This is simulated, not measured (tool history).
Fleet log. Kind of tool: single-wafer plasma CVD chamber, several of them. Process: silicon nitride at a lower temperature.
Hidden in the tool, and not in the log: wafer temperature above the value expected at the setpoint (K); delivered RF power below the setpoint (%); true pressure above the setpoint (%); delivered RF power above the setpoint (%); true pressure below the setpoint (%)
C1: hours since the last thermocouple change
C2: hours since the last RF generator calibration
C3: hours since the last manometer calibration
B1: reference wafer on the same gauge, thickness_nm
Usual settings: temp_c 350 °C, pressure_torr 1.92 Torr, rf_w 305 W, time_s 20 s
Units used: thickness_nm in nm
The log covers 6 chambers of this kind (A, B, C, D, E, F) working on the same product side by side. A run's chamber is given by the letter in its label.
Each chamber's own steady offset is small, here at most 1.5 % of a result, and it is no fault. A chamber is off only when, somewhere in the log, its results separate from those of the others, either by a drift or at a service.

Run 1B, hour 5: usual settings; C1 1037.2; C2 1093; C3 1732.3; B1 20.885. Result: thickness_nm 24.611 nm.
Run 2F, hour 9.4: usual settings; C1 1448.6; C2 389.5; C3 498.9; B1 20.907. Result: thickness_nm 24.801 nm.
Run 3E, hour 15.7: usual settings; C1 2629.4; C2 785.3; C3 1409.1; B1 20.903. Result: thickness_nm 25.132 nm.
Run 4C, hour 25.3: usual settings; C1 1249.5; C2 1160.6; C3 774.2; B1 20.897. Result: thickness_nm 25.174 nm.
Run 5A, hour 35.2: usual settings; C1 2210.8; C2 1349.1; C3 1193; B1 20.909. Result: thickness_nm 24.84 nm.
Run 6D, hour 40.4: usual settings; C1 790.1; C2 1672; C3 1828.8; B1 20.892. Result: thickness_nm 25.113 nm.
Run 7A, hour 49.4: usual settings; C1 2225; C2 1363.3; C3 1207.2; B1 20.892. Result: thickness_nm 24.85 nm.
Run 8E, hour 56.2: usual settings; C1 2669.9; C2 825.8; C3 1449.6; B1 20.906. Result: thickness_nm 25.066 nm.
Run 9F, hour 62.2: usual settings; C1 1501.4; C2 442.3; C3 551.7; B1 20.897. Result: thickness_nm 24.933 nm.
Run 10D, hour 71.4: usual settings; C1 821.1; C2 1703; C3 1859.8; B1 20.908. Result: thickness_nm 25.162 nm.
Run 11C, hour 78.5: usual settings; C1 1302.7; C2 1213.8; C3 827.4; B1 20.896. Result: thickness_nm 25.091 nm.
Run 12B, hour 87.9: usual settings; C1 1120.1; C2 1175.9; C3 1815.2; B1 20.912. Result: thickness_nm 24.662 nm.
Run 13B, hour 97.4: usual settings; C1 1129.6; C2 1185.4; C3 1824.7; B1 20.895. Result: thickness_nm 24.745 nm.
Run 14C, hour 101.9: usual settings but temp_c 362 °C, time_s 16.6 s; C1 1326.1; C2 1237.2; C3 850.8; B1 20.903. Result: thickness_nm 20.818 nm.
Run 15F, hour 109.2: usual settings but temp_c 362 °C, time_s 16.6 s; C1 1548.4; C2 489.3; C3 598.7; B1 20.908. Result: thickness_nm 20.571 nm.
Run 16D, hour 114.8: usual settings but temp_c 362 °C, time_s 16.6 s; C1 864.5; C2 1746.4; C3 1903.2; B1 20.902. Result: thickness_nm 20.741 nm.
Run 17A, hour 123: usual settings but temp_c 362 °C, time_s 16.6 s; C1 2298.6; C2 1436.9; C3 1280.8; B1 20.894. Result: thickness_nm 20.506 nm.
Run 18E, hour 130.3: usual settings but temp_c 362 °C, time_s 16.6 s; C1 2744; C2 899.9; C3 1523.7; B1 20.903. Result: thickness_nm 20.851 nm.
Run 19E, hour 137.8: usual settings but temp_c 362 °C, time_s 16.6 s; C1 2751.5; C2 907.4; C3 1531.2; B1 20.89. Result: thickness_nm 20.73 nm.
Run 20C, hour 143.2: usual settings; C1 1367.4; C2 1278.5; C3 892.1; B1 20.903. Result: thickness_nm 24.974 nm.
Run 21A, hour 152.4: usual settings; C1 2328; C2 1466.3; C3 1310.2; B1 20.904. Result: thickness_nm 24.594 nm.
Run 22F, hour 162: usual settings but rf_w 350 W; C1 1601.2; C2 542.1; C3 651.5; B1 20.889. Result: thickness_nm 27.373 nm.
Run 23B, hour 170.7: usual settings but rf_w 350 W; C1 1202.9; C2 1258.7; C3 1898; B1 20.89. Result: thickness_nm 26.913 nm.
Run 24D, hour 177.8: usual settings but rf_w 350 W; C1 927.5; C2 1809.4; C3 1966.2; B1 20.898. Result: thickness_nm 27.365 nm.
Run 25B, hour 186.3: usual settings but rf_w 350 W; C1 1218.5; C2 1274.3; C3 1913.6; B1 20.897. Result: thickness_nm 27.116 nm.
Run 26A, hour 192.6: usual settings but rf_w 350 W; C1 2368.2; C2 1506.5; C3 1350.4; B1 20.892. Result: thickness_nm 27.073 nm.
Run 27D, hour 199: usual settings but rf_w 350 W; C1 948.7; C2 1830.6; C3 1987.4; B1 20.894. Result: thickness_nm 27.582 nm.
Run 28E, hour 207.4: usual settings; C1 2821.1; C2 977; C3 1600.8; B1 20.912. Result: thickness_nm 25.013 nm.
Run 29C, hour 216.5: usual settings; C1 1440.7; C2 1351.8; C3 965.4; B1 20.902. Result: thickness_nm 25.121 nm.
At hour 223.2: chamber E: thermocouple changed; heater temperature recalibrated.
Run 30F, hour 226.1: usual settings but pressure_torr 1.49 Torr, rf_w 255 W; C1 1665.3; C2 606.2; C3 715.6; B1 20.916. Result: thickness_nm 20.526 nm.
Run 31E, hour 231.1: usual settings but pressure_torr 1.49 Torr, rf_w 255 W; C1 8; C2 1000.7; C3 1624.5; B1 20.916. Result: thickness_nm 20.653 nm.
Run 32D, hour 240.5: usual settings but pressure_torr 1.49 Torr, rf_w 255 W; C1 990.2; C2 1872.1; C3 2028.9; B1 20.897. Result: thickness_nm 20.827 nm.
Run 33C, hour 249.6: usual settings but pressure_torr 1.49 Torr, rf_w 255 W; C1 1473.8; C2 1384.9; C3 998.5; B1 20.899. Result: thickness_nm 20.675 nm.
Run 34A, hour 255.8: usual settings but pressure_torr 1.49 Torr, rf_w 255 W; C1 2431.4; C2 1569.7; C3 1413.6; B1 20.895. Result: thickness_nm 19.999 nm.
Run 35B, hour 261.2: usual settings but pressure_torr 1.49 Torr, rf_w 255 W; C1 1293.4; C2 1349.2; C3 1988.5; B1 20.894. Result: thickness_nm 20.34 nm.
Run 36F, hour 268: usual settings; C1 1707.2; C2 648.1; C3 757.5; B1 20.906. Result: thickness_nm 24.833 nm.
Run 37E, hour 273.6: usual settings but pressure_torr 1.65 Torr; C1 50.5; C2 1043.2; C3 1667; B1 20.908. Result: thickness_nm 24.186 nm.

Next, all 6 chambers run the settings below, one line each with question marks for the results. What does each chamber give?
Run 38A, hour 280.7: usual settings but rf_w 335 W. Result: thickness_nm ?.
Run 38B, hour 280.7: usual settings but rf_w 335 W. Result: thickness_nm ?.
Run 38C, hour 280.7: usual settings but rf_w 335 W. Result: thickness_nm ?.
Run 38D, hour 280.7: usual settings but rf_w 335 W. Result: thickness_nm ?.
Run 38E, hour 280.7: usual settings but rf_w 335 W. Result: thickness_nm ?.
Run 38F, hour 280.7: usual settings but rf_w 335 W. Result: thickness_nm ?.

run  thickness_nm
38A         25.75
38B        26.296
38C        26.749
38D        26.714
38E        26.686
38F        26.565

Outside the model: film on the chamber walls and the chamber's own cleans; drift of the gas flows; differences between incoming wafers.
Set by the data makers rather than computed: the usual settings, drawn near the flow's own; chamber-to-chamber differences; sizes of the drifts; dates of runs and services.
